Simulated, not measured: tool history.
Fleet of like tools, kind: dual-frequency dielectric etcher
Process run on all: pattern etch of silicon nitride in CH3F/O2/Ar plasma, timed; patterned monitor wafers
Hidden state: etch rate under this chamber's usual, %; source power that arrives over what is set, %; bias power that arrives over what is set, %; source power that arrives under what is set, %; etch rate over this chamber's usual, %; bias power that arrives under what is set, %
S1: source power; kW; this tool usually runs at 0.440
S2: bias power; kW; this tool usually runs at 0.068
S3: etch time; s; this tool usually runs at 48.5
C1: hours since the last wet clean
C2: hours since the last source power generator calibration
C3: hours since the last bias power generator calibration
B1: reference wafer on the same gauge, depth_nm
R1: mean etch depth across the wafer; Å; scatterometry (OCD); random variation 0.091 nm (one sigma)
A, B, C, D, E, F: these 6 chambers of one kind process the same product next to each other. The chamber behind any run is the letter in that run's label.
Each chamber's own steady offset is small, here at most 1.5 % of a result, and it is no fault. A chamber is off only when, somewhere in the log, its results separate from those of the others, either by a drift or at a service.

{"run": "1F", "hour": 8.1, "S1": 0.44, "S2": 0.068, "S3": 48.5, "C1": 126.8, "C2": 199.8, "C3": 3578.7, "B1": 37.879, "R1": 346.1}
{"run": "2E", "hour": 20.2, "S1": 0.44, "S2": 0.068, "S3": 48.5, "C1": 291.5, "C2": 4507.7, "C3": 1018.0, "B1": 37.893, "R1": 346.97}
{"run": "3B", "hour": 34.1, "S1": 0.44, "S2": 0.068, "S3": 48.5, "C1": 309.8, "C2": 1631.3, "C3": 863.0, "B1": 37.889, "R1": 346.86}
{"run": "4D", "hour": 45.8, "S1": 0.44, "S2": 0.068, "S3": 48.5, "C1": 52.9, "C2": 1166.8, "C3": 2488.3, "B1": 37.884, "R1": 346.75}
{"run": "5C", "hour": 57.4, "S1": 0.44, "S2": 0.068, "S3": 48.5, "C1": 458.2, "C2": 2228.9, "C3": 479.3, "B1": 37.921, "R1": 346.19}
{"run": "6A", "hour": 67.9, "S1": 0.37, "S2": 0.068, "S3": 48.5, "C1": 97.0, "C2": 2592.3, "C3": 1836.4, "B1": 37.892, "R1": 325.29}
{"run": "7B", "hour": 81.2, "S1": 0.37, "S2": 0.068, "S3": 48.5, "C1": 356.9, "C2": 1678.4, "C3": 910.1, "B1": 37.897, "R1": 323.81}
{"run": "8D", "hour": 96.4, "S1": 0.37, "S2": 0.068, "S3": 48.5, "C1": 103.5, "C2": 1217.4, "C3": 2538.9, "B1": 37.921, "R1": 322.85}
{"hour": 104.1, "done": "chamber A: source power generator calibrated"}
{"run": "9A", "hour": 110.7, "S1": 0.37, "S2": 0.068, "S3": 48.5, "C1": 139.8, "C2": 6.7, "C3": 1879.2, "B1": 37.903, "R1": 325.52}
{"run": "10C", "hour": 119.3, "S1": 0.37, "S2": 0.068, "S3": 48.5, "C1": 520.1, "C2": 2290.8, "C3": 541.2, "B1": 37.898, "R1": 320.1}
{"run": "11F", "hour": 134.2, "S1": 0.37, "S2": 0.068, "S3": 48.5, "C1": 252.9, "C2": 325.9, "C3": 3704.8, "B1": 37.922, "R1": 323.37}
{"run": "12E", "hour": 143.8, "S1": 0.44, "S2": 0.068, "S3": 48.5, "C1": 415.1, "C2": 4631.3, "C3": 1141.6, "B1": 37.908, "R1": 349.84}
{"run": "13E", "hour": 155.6, "S1": 0.44, "S2": 0.068, "S3": 48.5, "C1": 426.9, "C2": 4643.1, "C3": 1153.4, "B1": 37.909, "R1": 348.07}
{"run": "14A", "hour": 166.0, "S1": 0.44, "S2": 0.068, "S3": 48.5, "C1": 195.1, "C2": 62.0, "C3": 1934.5, "B1": 37.896, "R1": 349.16}
{"run": "15D", "hour": 175.4, "S1": 0.44, "S2": 0.068, "S3": 48.5, "C1": 182.5, "C2": 1296.4, "C3": 2617.9, "B1": 37.904, "R1": 345.2}
{"run": "16C", "hour": 189.2, "S1": 0.44, "S2": 0.068, "S3": 48.5, "C1": 590.0, "C2": 2360.7, "C3": 611.1, "B1": 37.911, "R1": 339.27}
{"run": "17B", "hour": 200.1, "S1": 0.44, "S2": 0.076, "S3": 48.5, "C1": 475.8, "C2": 1797.3, "C3": 1029.0, "B1": 37.894, "R1": 360.11}
{"run": "18F", "hour": 211.4, "S1": 0.44, "S2": 0.076, "S3": 48.5, "C1": 330.1, "C2": 403.1, "C3": 3782.0, "B1": 37.894, "R1": 358.72}
{"hour": 213.2, "done": "chamber E: source power generator calibrated"}
{"run": "19D", "hour": 223.1, "S1": 0.44, "S2": 0.076, "S3": 48.5, "C1": 230.2, "C2": 1344.1, "C3": 2665.6, "B1": 37.905, "R1": 358.64}
{"run": "20B", "hour": 231.0, "S1": 0.44, "S2": 0.076, "S3": 48.5, "C1": 506.7, "C2": 1828.2, "C3": 1059.9, "B1": 37.902, "R1": 359.2}
{"run": "21E", "hour": 242.5, "S1": 0.44, "S2": 0.076, "S3": 48.5, "C1": 513.8, "C2": 29.3, "C3": 1240.3, "B1": 37.917, "R1": 362.91}
{"hour": 247.1, "done": "chamber B: wet clean of the chamber"}
{"run": "22F", "hour": 255.2, "S1": 0.44, "S2": 0.076, "S3": 48.5, "C1": 373.9, "C2": 446.9, "C3": 3825.8, "B1": 37.891, "R1": 358.58}
{"run": "23C", "hour": 264.1, "S1": 0.51, "S2": 0.068, "S3": 58.5, "C1": 664.9, "C2": 2435.6, "C3": 686.0, "B1": 37.893, "R1": 430.83}
{"hour": 269.4, "done": "chamber F: bias power generator calibrated"}
{"run": "24A", "hour": 270.8, "S1": 0.51, "S2": 0.068, "S3": 58.5, "C1": 299.9, "C2": 166.8, "C3": 2039.3, "B1": 37.91, "R1": 444.79}
{"hour": 271.5, "done": "chamber E: wet clean of the chamber"}
{"run": "25B", "hour": 279.1, "S1": 0.51, "S2": 0.068, "S3": 58.5, "C1": 32.1, "C2": 1876.3, "C3": 1108.0, "B1": 37.928, "R1": 442.69}
{"run": "26E", "hour": 289.9, "S1": 0.51, "S2": 0.068, "S3": 58.5, "C1": 18.5, "C2": 76.7, "C3": 1287.7, "B1": 37.912, "R1": 442.8}
{"run": "27F", "hour": 299.0, "S1": 0.51, "S2": 0.068, "S3": 58.5, "C1": 417.7, "C2": 490.7, "C3": 29.6, "B1": 37.877, "R1": 440.92}
{"run": "28A", "hour": 310.6, "S1": 0.51, "S2": 0.068, "S3": 58.5, "C1": 339.7, "C2": 206.6, "C3": 2079.1, "B1": 37.884, "R1": 446.4}
{"run": "29C", "hour": 319.9, "S1": 0.44, "S2": 0.068, "S3": 48.5, "C1": 720.7, "C2": 2491.4, "C3": 741.8, "B1": 37.913, "R1": 334.67}
{"run": "30D", "hour": 328.7, "S1": 0.44, "S2": 0.068, "S3": 48.5, "C1": 335.8, "C2": 1449.7, "C3": 2771.2, "B1": 37.932, "R1": 345.05}
{"hour": 334.6, "done": "chamber A: bias power generator calibrated"}
{"run": "31D", "hour": 335.8, "S1": 0.44, "S2": 0.068, "S3": 48.5, "C1": 342.9, "C2": 1456.8, "C3": 2778.3, "B1": 37.897, "R1": 344.83}
{"hour": 342.4, "done": "chamber F: wet clean of the chamber"}
{"run": "32B", "hour": 343.2, "S1": 0.5, "S2": 0.068, "S3": 35.0, "C1": 96.2, "C2": 1940.4, "C3": 1172.1, "B1": 37.882, "R1": 262.01}
{"run": "33C", "hour": 354.7, "S1": 0.5, "S2": 0.068, "S3": 35.0, "C1": 755.5, "C2": 2526.2, "C3": 776.6, "B1": 37.879, "R1": 253.27}
{"run": "34E", "hour": 362.0, "S1": 0.5, "S2": 0.068, "S3": 35.0, "C1": 90.6, "C2": 148.8, "C3": 1359.8, "B1": 37.916, "R1": 266.25}
{"run": "35F", "hour": 370.6, "S1": 0.5, "S2": 0.068, "S3": 35.0, "C1": 28.3, "C2": 562.3, "C3": 101.2, "B1": 37.884, "R1": 262.05}
{"run": "36A", "hour": 383.5, "S1": 0.5, "S2": 0.068, "S3": 35.0, "C1": 412.6, "C2": 279.5, "C3": 49.0, "B1": 37.902, "R1": 264.9}
{"run": "37C", "hour": 391.2, "S1": 0.5, "S2": 0.068, "S3": 35.0, "C1": 792.0, "C2": 2562.7, "C3": 813.1, "B1": 37.916, "R1": 252.67}

What goes on in this fleet: one chamber off, a drifting gauge, or nothing beyond the chambers' own small offsets? Name the chamber and the cause, if any.

One chamber, C, drifts off from the rest bit by bit.
Likeliest cause: etch rate under this chamber's usual, % = 3.47.

Here are 4 candidates for chamber C's next run, each the usual settings with a change, their results left as question marks. Which one brings its results back in line with what the others give on the usual settings?
Allowed miss from the other chambers' usual-settings mean, per result, to count as in line: R1 3.20 Å
{"run": "38C-1", "hour": 402.3, "S1": 0.49, "S2": 0.074, "S3": 48.5, "R1": "?"}
{"run": "38C-2", "hour": 402.3, "S1": 0.37, "S2": 0.068, "S3": 48.5, "R1": "?"}
{"run": "38C-3", "hour": 402.3, "S1": 0.44, "S2": 0.068, "S3": 46.5, "R1": "?"}
{"run": "38C-4", "hour": 402.3, "S1": 0.44, "S2": 0.069, "S3": 50.5, "R1": "?"}

On the usual settings, the other chambers give on average: R1 346.91 Å
run=38C-1 R1=356.77
run=38C-2 R1=311.09
run=38C-3 R1=318.99
run=38C-4 R1=348.11
The right change is 38C-4: it brings the chamber back within the allowed miss of the others.

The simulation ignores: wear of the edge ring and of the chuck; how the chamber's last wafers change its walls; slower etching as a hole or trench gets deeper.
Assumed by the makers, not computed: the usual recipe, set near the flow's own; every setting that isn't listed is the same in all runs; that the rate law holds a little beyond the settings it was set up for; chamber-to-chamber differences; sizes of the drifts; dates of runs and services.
